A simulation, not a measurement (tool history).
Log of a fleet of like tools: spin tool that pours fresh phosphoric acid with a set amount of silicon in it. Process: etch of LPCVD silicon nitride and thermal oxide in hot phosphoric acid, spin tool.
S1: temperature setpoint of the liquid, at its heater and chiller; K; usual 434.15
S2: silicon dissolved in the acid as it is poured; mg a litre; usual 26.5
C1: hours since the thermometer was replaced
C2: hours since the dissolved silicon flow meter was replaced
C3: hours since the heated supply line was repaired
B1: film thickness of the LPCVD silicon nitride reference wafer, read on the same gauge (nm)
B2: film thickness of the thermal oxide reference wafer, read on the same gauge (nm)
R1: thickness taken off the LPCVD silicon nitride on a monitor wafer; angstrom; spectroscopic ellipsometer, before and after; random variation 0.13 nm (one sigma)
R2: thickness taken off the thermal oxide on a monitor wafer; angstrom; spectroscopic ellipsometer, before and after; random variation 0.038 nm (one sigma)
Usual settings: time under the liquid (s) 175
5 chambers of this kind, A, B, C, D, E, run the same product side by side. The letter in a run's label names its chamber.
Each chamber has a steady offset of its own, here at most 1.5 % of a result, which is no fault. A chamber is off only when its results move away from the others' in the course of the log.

run 1B day=0.196 | S1=434.15 S2=26.5 time_under_the_liquid_(s)=175 | C1=1341.6 C2=288.8 C3=2644.9 | B1=100.010 B2=40.028 | R1=156.710 R2=3.1698
run 2E day=0.404 | S1=434.15 S2=26.5 time_under_the_liquid_(s)=175 | C1=502.4 C2=534.1 C3=333.2 | B1=99.979 B2=40.015 | R1=154.460 R2=2.5644
run 3C day=0.579 | S1=434.15 S2=26.5 time_under_the_liquid_(s)=175 | C1=688.2 C2=683.4 C3=1004.9 | B1=100.000 B2=40.002 | R1=158.860 R2=2.5144
run 4D day=0.775 | S1=434.15 S2=26.5 time_under_the_liquid_(s)=175 | C1=1747.8 C2=732.2 C3=1629.8 | B1=100.020 B2=40.034 | R1=156.190 R2=2.6887
run 5A day=0.925 | S1=434.15 S2=26.5 time_under_the_liquid_(s)=175 | C1=598.2 C2=322.5 C3=878.0 | B1=99.987 B2=40.012 | R1=153.240 R2=2.1545
run 6B day=1.146 | S1=434.15 S2=26.5 time_under_the_liquid_(s)=175 | C1=1364.4 C2=311.6 C3=2667.7 | B1=99.998 B2=40.011 | R1=156.650 R2=2.4779
run 7A day=1.275 | S1=434.15 S2=26.5 time_under_the_liquid_(s)=175 | C1=606.6 C2=330.9 C3=886.4 | B1=99.976 B2=40.020 | R1=153.510 R2=2.2986
run 8D day=1.388 | S1=434.15 S2=26.5 time_under_the_liquid_(s)=175 | C1=1762.5 C2=746.9 C3=1644.5 | B1=99.988 B2=40.008 | R1=158.690 R2=2.6928
run 9C day=1.488 | S1=434.15 S2=26.5 time_under_the_liquid_(s)=175 | C1=710.0 C2=705.2 C3=1026.7 | B1=99.964 B2=39.981 | R1=155.070 R2=2.5115
run 10E day=1.638 | S1=434.15 S2=26.5 time_under_the_liquid_(s)=175 | C1=532.0 C2=563.7 C3=362.8 | B1=100.020 B2=39.956 | R1=157.440 R2=2.9107
run 11D day=1.854 | S1=434.15 S2=18.0 time_under_the_liquid_(s)=105 | C1=1773.7 C2=758.1 C3=1655.7 | B1=99.995 B2=39.987 | R1=94.759 R2=1.4312
-- day=1.883 chamber C: dissolved silicon flow meter replaced
run 12B day=1.954 | S1=434.15 S2=18.0 time_under_the_liquid_(s)=105 | C1=1383.8 C2=331.0 C3=2687.1 | B1=99.996 B2=39.971 | R1=94.505 R2=1.7638
run 13E day=2.062 | S1=434.15 S2=18.0 time_under_the_liquid_(s)=105 | C1=542.2 C2=573.9 C3=373.0 | B1=99.994 B2=40.038 | R1=94.087 R2=2.4899
run 14A day=2.279 | S1=434.15 S2=18.0 time_under_the_liquid_(s)=105 | C1=630.7 C2=355.0 C3=910.5 | B1=100.010 B2=40.026 | R1=89.063 R2=1.3017
run 15C day=2.421 | S1=434.15 S2=18.0 time_under_the_liquid_(s)=105 | C1=732.4 C2=13.0 C3=1049.1 | B1=100.030 B2=39.997 | R1=95.689 R2=2.2196
run 16D day=2.596 | S1=434.15 S2=26.5 time_under_the_liquid_(s)=175 | C1=1791.5 C2=775.9 C3=1673.5 | B1=100.020 B2=39.980 | R1=157.340 R2=3.2120
run 17B day=2.771 | S1=434.15 S2=26.5 time_under_the_liquid_(s)=175 | C1=1403.4 C2=350.6 C3=2706.7 | B1=100.040 B2=40.004 | R1=155.550 R2=2.3243
run 18C day=2.979 | S1=434.15 S2=26.5 time_under_the_liquid_(s)=175 | C1=745.8 C2=26.4 C3=1062.5 | B1=99.990 B2=40.040 | R1=158.040 R2=2.8028
run 19E day=3.075 | S1=434.15 S2=26.5 time_under_the_liquid_(s)=175 | C1=566.5 C2=598.2 C3=397.3 | B1=100.040 B2=39.992 | R1=157.280 R2=2.0425
run 20A day=3.179 | S1=434.15 S2=26.5 time_under_the_liquid_(s)=175 | C1=652.3 C2=376.6 C3=932.1 | B1=100.010 B2=39.961 | R1=148.750 R2=1.9504
run 21B day=3.350 | S1=434.15 S2=17.5 time_under_the_liquid_(s)=215 | C1=1417.3 C2=364.5 C3=2720.6 | B1=100.020 B2=40.040 | R1=191.280 R2=3.9613
run 22E day=3.467 | S1=434.15 S2=17.5 time_under_the_liquid_(s)=215 | C1=575.9 C2=607.6 C3=406.7 | B1=100.010 B2=40.034 | R1=192.590 R2=4.8215
run 23A day=3.675 | S1=434.15 S2=17.5 time_under_the_liquid_(s)=215 | C1=664.2 C2=388.5 C3=944.0 | B1=99.979 B2=39.977 | R1=179.580 R2=2.6898
run 24D day=3.883 | S1=434.15 S2=17.5 time_under_the_liquid_(s)=215 | C1=1822.4 C2=806.8 C3=1704.4 | B1=100.010 B2=40.022 | R1=191.450 R2=4.9183
run 25C day=4.092 | S1=434.15 S2=17.5 time_under_the_liquid_(s)=215 | C1=772.5 C2=53.1 C3=1089.2 | B1=99.971 B2=40.025 | R1=194.980 R2=4.5953
run 26E day=4.271 | S1=434.15 S2=26.5 time_under_the_liquid_(s)=175 | C1=595.2 C2=626.9 C3=426.0 | B1=99.960 B2=40.013 | R1=155.250 R2=2.4870
run 27B day=4.454 | S1=434.15 S2=26.5 time_under_the_liquid_(s)=175 | C1=1443.8 C2=391.0 C3=2747.1 | B1=100.010 B2=39.992 | R1=156.650 R2=2.2522
run 28C day=4.575 | S1=434.15 S2=26.5 time_under_the_liquid_(s)=175 | C1=784.1 C2=64.7 C3=1100.8 | B1=100.000 B2=39.992 | R1=158.020 R2=2.5705
run 29D day=4.788 | S1=434.15 S2=26.5 time_under_the_liquid_(s)=175 | C1=1844.1 C2=828.5 C3=1726.1 | B1=100.020 B2=40.007 | R1=157.480 R2=2.3319
run 30A day=4.983 | S1=434.15 S2=26.5 time_under_the_liquid_(s)=175 | C1=695.6 C2=419.9 C3=975.4 | B1=99.981 B2=39.985 | R1=139.880 R2=2.6000

Next, every chamber runs the same settings. What will each give?
run 31A day=5.142 | S1=434.15 S2=26.5 time_under_the_liquid_(s)=175 | R1=? R2=?
run 31B day=5.142 | S1=434.15 S2=26.5 time_under_the_liquid_(s)=175 | R1=? R2=?
run 31C day=5.142 | S1=434.15 S2=26.5 time_under_the_liquid_(s)=175 | R1=? R2=?
run 31D day=5.142 | S1=434.15 S2=26.5 time_under_the_liquid_(s)=175 | R1=? R2=?
run 31E day=5.142 | S1=434.15 S2=26.5 time_under_the_liquid_(s)=175 | R1=? R2=?

run=31A R1=144.010 R2=2.3006
run=31B R1=159.740 R2=2.4148
run=31C R1=156.740 R2=2.8133
run=31D R1=154.600 R2=2.8287
run=31E R1=159.150 R2=3.0279
